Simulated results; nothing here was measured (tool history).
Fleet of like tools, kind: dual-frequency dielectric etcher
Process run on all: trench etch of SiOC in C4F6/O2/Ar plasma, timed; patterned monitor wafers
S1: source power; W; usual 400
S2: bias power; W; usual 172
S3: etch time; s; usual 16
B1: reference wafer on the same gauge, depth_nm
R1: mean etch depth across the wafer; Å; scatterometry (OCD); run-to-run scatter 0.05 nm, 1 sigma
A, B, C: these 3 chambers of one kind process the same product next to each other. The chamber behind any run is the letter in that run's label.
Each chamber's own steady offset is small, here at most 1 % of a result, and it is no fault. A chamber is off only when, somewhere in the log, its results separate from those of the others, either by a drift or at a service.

| run | hour | S1 | S2 | S3 | B1 | R1 |
|---|---|---|---|---|---|---|
| 1C | 10 | 400 | 172 | 16 | 29.015 | 328.51 |
| 2B | 17.6 | 400 | 172 | 16 | 29.033 | 326.53 |
| 3A | 22.8 | 400 | 172 | 16 | 29.021 | 328.61 |
|  | 27.5 | chamber A: wet clean of the chamber |
| 4B | 30.2 | 400 | 172 | 16 | 29.032 | 325.87 |
| 5A | 40.3 | 400 | 172 | 16 | 29.047 | 329.69 |
| 6C | 46.9 | 400 | 172 | 16 | 29.047 | 329.25 |
| 7C | 54.5 | 400 | 172 | 16 | 29.06 | 329.1 |
| 8B | 64.5 | 400 | 172 | 16 | 29.064 | 326.57 |
| 9A | 70.4 | 400 | 172 | 16 | 29.075 | 329.35 |
| 10A | 80 | 400 | 172 | 16 | 29.077 | 330.21 |
| 11B | 90 | 400 | 172 | 16 | 29.086 | 325.22 |
| 12C | 98.8 | 400 | 172 | 16 | 29.113 | 329.89 |
|  | 104.9 | chamber C: wet clean of the chamber |
| 13C | 109.5 | 400 | 172 | 16 | 29.109 | 328.88 |
| 14B | 116.9 | 400 | 172 | 16 | 29.132 | 328.37 |
| 15A | 122.3 | 400 | 172 | 16 | 29.125 | 330.74 |
| 16B | 131.7 | 400 | 172 | 16 | 29.135 | 327.35 |
| 17C | 141.8 | 400 | 172 | 16 | 29.159 | 331.01 |
| 18A | 147.3 | 400 | 172 | 16 | 29.154 | 330.36 |
| 19A | 154.3 | 400 | 172 | 16 | 29.154 | 330.91 |
| 20B | 163.7 | 400 | 188 | 20 | 29.177 | 420.2 |
| 21C | 169.3 | 400 | 188 | 20 | 29.172 | 424.73 |

One chamber off, gauge drift, or nothing amiss beyond the chambers' own small offsets? If it is a chamber, which one, and what is the likeliest cause?

No chamber is off; the gauge reading every chamber's wafers drifts, which makes the whole fleet appear to move together.
Cause: gauge reads high (%) = 0.636.

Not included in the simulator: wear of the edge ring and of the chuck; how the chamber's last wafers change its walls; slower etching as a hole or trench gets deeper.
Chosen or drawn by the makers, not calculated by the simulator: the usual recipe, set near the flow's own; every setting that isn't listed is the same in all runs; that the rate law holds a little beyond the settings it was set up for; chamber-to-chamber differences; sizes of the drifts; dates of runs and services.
